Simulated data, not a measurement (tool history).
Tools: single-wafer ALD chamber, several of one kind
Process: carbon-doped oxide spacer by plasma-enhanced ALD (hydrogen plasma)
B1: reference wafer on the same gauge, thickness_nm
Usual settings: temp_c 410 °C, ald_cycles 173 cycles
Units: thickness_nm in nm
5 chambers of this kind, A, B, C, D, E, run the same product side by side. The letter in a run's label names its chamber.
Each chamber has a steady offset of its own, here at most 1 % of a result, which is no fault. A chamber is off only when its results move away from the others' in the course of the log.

Run 1D, day 0.421: usual settings; B1 7.4127. Result: thickness_nm 8.4443 nm.
Run 2A, day 0.729: usual settings; B1 7.4146. Result: thickness_nm 8.3606 nm.
Run 3C, day 1.154: usual settings; B1 7.4115. Result: thickness_nm 8.3598 nm.
Run 4B, day 1.558: usual settings; B1 7.4155. Result: thickness_nm 8.4205 nm.
Run 5E, day 1.862: usual settings; B1 7.418. Result: thickness_nm 8.4027 nm.
Run 6A, day 2.292: usual settings; B1 7.4174. Result: thickness_nm 8.3864 nm.
Run 7D, day 2.583: usual settings; B1 7.4176. Result: thickness_nm 8.4332 nm.
Run 8B, day 2.883: usual settings; B1 7.4195. Result: thickness_nm 8.4243 nm.
Run 9C, day 3.083: usual settings but ald_cycles 163 cycles; B1 7.4207. Result: thickness_nm 7.9026 nm.
Run 10E, day 3.342: usual settings but ald_cycles 163 cycles; B1 7.4225. Result: thickness_nm 7.9387 nm.
Run 11A, day 3.575: usual settings but ald_cycles 163 cycles; B1 7.4213. Result: thickness_nm 7.9161 nm.
Run 12B, day 4: usual settings but ald_cycles 163 cycles; B1 7.4249. Result: thickness_nm 7.9666 nm.
Run 13C, day 4.358: usual settings but ald_cycles 163 cycles; B1 7.4255. Result: thickness_nm 7.8808 nm.
Run 14D, day 4.546: usual settings but temp_c 401 °C; B1 7.4295. Result: thickness_nm 8.6262 nm.
Run 15E, day 4.971: usual settings but temp_c 401 °C; B1 7.4278. Result: thickness_nm 8.66 nm.
Run 16C, day 5.354: usual settings but temp_c 401 °C; B1 7.4277. Result: thickness_nm 8.6337 nm.
Run 17D, day 5.729: usual settings but temp_c 401 °C; B1 7.4313. Result: thickness_nm 8.6594 nm.
Run 18E, day 6.054: usual settings but temp_c 401 °C; B1 7.4327. Result: thickness_nm 8.689 nm.
Run 19A, day 6.4: usual settings; B1 7.4346. Result: thickness_nm 8.386 nm.
Run 20B, day 6.721: usual settings; B1 7.4309. Result: thickness_nm 8.4881 nm.
Run 21A, day 6.958: usual settings; B1 7.4359. Result: thickness_nm 8.398 nm.
Run 22E, day 7.329: usual settings; B1 7.4364. Result: thickness_nm 8.4313 nm.
Run 23B, day 7.758: usual settings; B1 7.4402. Result: thickness_nm 8.4546 nm.
Run 24D, day 7.996: usual settings; B1 7.4415. Result: thickness_nm 8.4599 nm.
Run 25C, day 8.217: usual settings; B1 7.4401. Result: thickness_nm 8.3678 nm.
Run 26E, day 8.512: usual settings; B1 7.4389. Result: thickness_nm 8.4404 nm.
Run 27C, day 8.812: usual settings; B1 7.4438. Result: thickness_nm 8.4061 nm.
Run 28A, day 9.046: usual settings; B1 7.4433. Result: thickness_nm 8.397 nm.
Run 29B, day 9.433: usual settings but ald_cycles 192 cycles; B1 7.4405. Result: thickness_nm 9.3996 nm.
At day 9.638: chamber B: thermocouple changed; heater temperature recalibrated.
Run 30D, day 9.642: usual settings but ald_cycles 192 cycles; B1 7.4455. Result: thickness_nm 9.3909 nm.
Run 31D, day 9.908: usual settings but ald_cycles 192 cycles; B1 7.447. Result: thickness_nm 9.3776 nm.
Run 32E, day 10.279: usual settings but ald_cycles 192 cycles; B1 7.4504. Result: thickness_nm 9.38 nm.
Run 33B, day 10.508: usual settings but ald_cycles 192 cycles; B1 7.4465. Result: thickness_nm 9.4167 nm.
Run 34A, day 10.7: usual settings; B1 7.449. Result: thickness_nm 8.3842 nm.
At day 10.733: chamber E: thermocouple changed; heater temperature recalibrated.
Run 35C, day 10.888: usual settings; B1 7.4501. Result: thickness_nm 8.3839 nm.
Run 36C, day 11.238: usual settings; B1 7.451. Result: thickness_nm 8.4164 nm.
Run 37A, day 11.55: usual settings; B1 7.455. Result: thickness_nm 8.446 nm.
Run 38D, day 11.942: usual settings but temp_c 418 °C; B1 7.4526. Result: thickness_nm 8.2559 nm.
Run 39E, day 12.346: usual settings but temp_c 418 °C; B1 7.4551. Result: thickness_nm 8.2383 nm.
Run 40B, day 12.621: usual settings but temp_c 418 °C; B1 7.4579. Result: thickness_nm 8.2837 nm.

Is one chamber off against the others, does the gauge drift, or is nothing wrong? If a chamber is off, say which, and what the likeliest cause is.

The gauge drifts, so all chambers seem to drift together. No chamber is off.
Cause: gauge reads high (%) = 0.639.
